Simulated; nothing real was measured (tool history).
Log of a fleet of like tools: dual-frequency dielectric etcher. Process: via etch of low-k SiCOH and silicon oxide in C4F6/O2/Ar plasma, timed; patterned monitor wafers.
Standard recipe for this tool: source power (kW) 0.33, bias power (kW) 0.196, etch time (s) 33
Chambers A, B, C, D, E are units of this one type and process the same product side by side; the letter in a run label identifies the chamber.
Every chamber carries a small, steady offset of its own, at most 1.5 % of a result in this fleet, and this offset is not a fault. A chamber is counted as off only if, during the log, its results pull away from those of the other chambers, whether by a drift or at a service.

| run | hour | source power (kW) | bias power (kW) | etch time (s) | hours since the last wet clean | hours since the last source power generator calibration | hours since the last bias power generator calibration | read-back reference wafer on the same gauge, depth_nm | mean etch depth across the wafer (angstrom) |
|---|---|---|---|---|---|---|---|---|---|
| 1B | 8.8 | 0.33 | 0.196 | 33 | 172.8 | 2814.8 | 1427.2 | 78.784 | 748.84 |
|  | 13.6 | chamber E: source power generator calibrated |
|  | 16 | chamber E: wet clean of the chamber |
| 2A | 20.9 | 0.33 | 0.196 | 33 | 227.8 | 2089.6 | 1824.6 | 78.797 | 733.05 |
| 3C | 26.2 | 0.33 | 0.196 | 33 | 391.8 | 1350 | 2275.2 | 78.84 | 736.7 |
| 4D | 36.4 | 0.33 | 0.196 | 33 | 437.3 | 2275.8 | 1643.8 | 78.83 | 747.2 |
| 5E | 42.2 | 0.33 | 0.196 | 33 | 26.3 | 28.7 | 3860.8 | 78.772 | 736.43 |
| 6E | 50 | 0.33 | 0.196 | 25 | 34.1 | 36.5 | 3868.6 | 78.748 | 557.46 |
| 7A | 57.7 | 0.33 | 0.196 | 25 | 264.6 | 2126.4 | 1861.4 | 78.831 | 557.03 |
|  | 63.7 | chamber C: wet clean of the chamber |
| 8B | 69 | 0.33 | 0.196 | 25 | 233 | 2875 | 1487.4 | 78.81 | 565.99 |
| 9C | 77.3 | 0.33 | 0.196 | 25 | 13.6 | 1401.1 | 2326.3 | 78.822 | 560.13 |
| 10D | 82.8 | 0.33 | 0.196 | 25 | 483.7 | 2322.2 | 1690.2 | 78.879 | 565.7 |
| 11B | 94.7 | 0.33 | 0.196 | 33 | 258.7 | 2900.7 | 1513.1 | 78.812 | 749.18 |
| 12D | 106.3 | 0.33 | 0.196 | 33 | 507.2 | 2345.7 | 1713.7 | 78.783 | 744.94 |
| 13C | 117.7 | 0.33 | 0.196 | 33 | 54 | 1441.5 | 2366.7 | 78.836 | 738.63 |
| 14A | 128.7 | 0.33 | 0.196 | 33 | 335.6 | 2197.4 | 1932.4 | 78.856 | 733.8 |
| 15E | 137.9 | 0.33 | 0.243 | 33 | 122 | 124.4 | 3956.5 | 78.785 | 791.07 |
| 16E | 144.5 | 0.33 | 0.243 | 33 | 128.6 | 131 | 3963.1 | 78.859 | 790.75 |
| 17D | 151.5 | 0.33 | 0.243 | 33 | 552.4 | 2390.9 | 1758.9 | 78.85 | 803.83 |
| 18C | 162.3 | 0.33 | 0.243 | 33 | 98.6 | 1486.1 | 2411.3 | 78.789 | 795.38 |
| 19B | 171.8 | 0.33 | 0.243 | 33 | 335.8 | 2977.8 | 1590.2 | 78.857 | 800.06 |
| 20A | 177.2 | 0.33 | 0.196 | 33 | 384.1 | 2245.9 | 1980.9 | 78.814 | 736.89 |
| 21B | 186.3 | 0.33 | 0.196 | 33 | 350.3 | 2992.3 | 1604.7 | 78.841 | 750 |
| 22E | 198.3 | 0.33 | 0.196 | 33 | 182.4 | 184.8 | 4016.9 | 78.791 | 733.59 |
| 23C | 207.8 | 0.33 | 0.196 | 33 | 144.1 | 1531.6 | 2456.8 | 78.775 | 735.07 |
| 24A | 218.5 | 0.33 | 0.196 | 33 | 425.4 | 2287.2 | 2022.2 | 78.885 | 734.15 |
|  | 219.6 | chamber B: wet clean of the chamber |
|  | 226.3 | chamber D: wet clean of the chamber |
| 25D | 226.7 | 0.33 | 0.196 | 33 | 0.4 | 2466.1 | 1834.1 | 78.908 | 761.94 |
| 26C | 234.5 | 0.33 | 0.196 | 33 | 170.8 | 1558.3 | 2483.5 | 78.796 | 734.51 |
| 27A | 245 | 0.33 | 0.196 | 33 | 451.9 | 2313.7 | 2048.7 | 78.832 | 736.48 |
| 28E | 252.8 | 0.33 | 0.196 | 33 | 236.9 | 239.3 | 4071.4 | 78.81 | 738.52 |
| 29D | 264.7 | 0.33 | 0.196 | 33 | 38.4 | 2504.1 | 1872.1 | 78.862 | 770.36 |
| 30B | 276.2 | 0.33 | 0.196 | 33 | 56.6 | 3082.2 | 1694.6 | 78.886 | 752.9 |
| 31A | 282.3 | 0.33 | 0.196 | 33 | 489.2 | 2351 | 2086 | 78.72 | 733.45 |
| 32D | 293.7 | 0.33 | 0.196 | 33 | 67.4 | 2533.1 | 1901.1 | 78.864 | 763.26 |
| 33B | 305.2 | 0.33 | 0.196 | 33 | 85.6 | 3111.2 | 1723.6 | 78.779 | 751.9 |
|  | 311.3 | chamber A: wet clean of the chamber |
| 34C | 316.7 | 0.33 | 0.196 | 33 | 253 | 1640.5 | 2565.7 | 78.821 | 743.08 |
| 35E | 328.1 | 0.33 | 0.196 | 33 | 312.2 | 314.6 | 4146.7 | 78.91 | 736.78 |
| 36A | 333.9 | 0.33 | 0.196 | 33 | 22.6 | 2402.6 | 2137.6 | 78.814 | 738.49 |
| 37C | 341.7 | 0.33 | 0.196 | 33 | 278 | 1665.5 | 2590.7 | 78.787 | 741.34 |
| 38E | 347.9 | 0.28 | 0.196 | 38.5 | 332 | 334.4 | 4166.5 | 78.868 | 808.34 |
| 39B | 353.3 | 0.28 | 0.196 | 38.5 | 133.7 | 3159.3 | 1771.7 | 78.818 | 821.14 |
| 40D | 363.3 | 0.28 | 0.196 | 38.5 | 137 | 2602.7 | 1970.7 | 78.79 | 840.05 |

Next, all 5 chambers run the settings below, one line each with question marks for the results. What does each chamber give?
| 41A | 372.1 | 0.37 | 0.196 | 33 |  |  |  |  | ? |
| 41B | 372.1 | 0.37 | 0.196 | 33 |  |  |  |  | ? |
| 41C | 372.1 | 0.37 | 0.196 | 33 |  |  |  |  | ? |
| 41D | 372.1 | 0.37 | 0.196 | 33 |  |  |  |  | ? |
| 41E | 372.1 | 0.37 | 0.196 | 33 |  |  |  |  | ? |

| run | mean etch depth across the wafer (angstrom) |
|---|---|
| 41A | 770.99 |
| 41B | 784.18 |
| 41C | 775.28 |
| 41D | 801.31 |
| 41E | 770.18 |
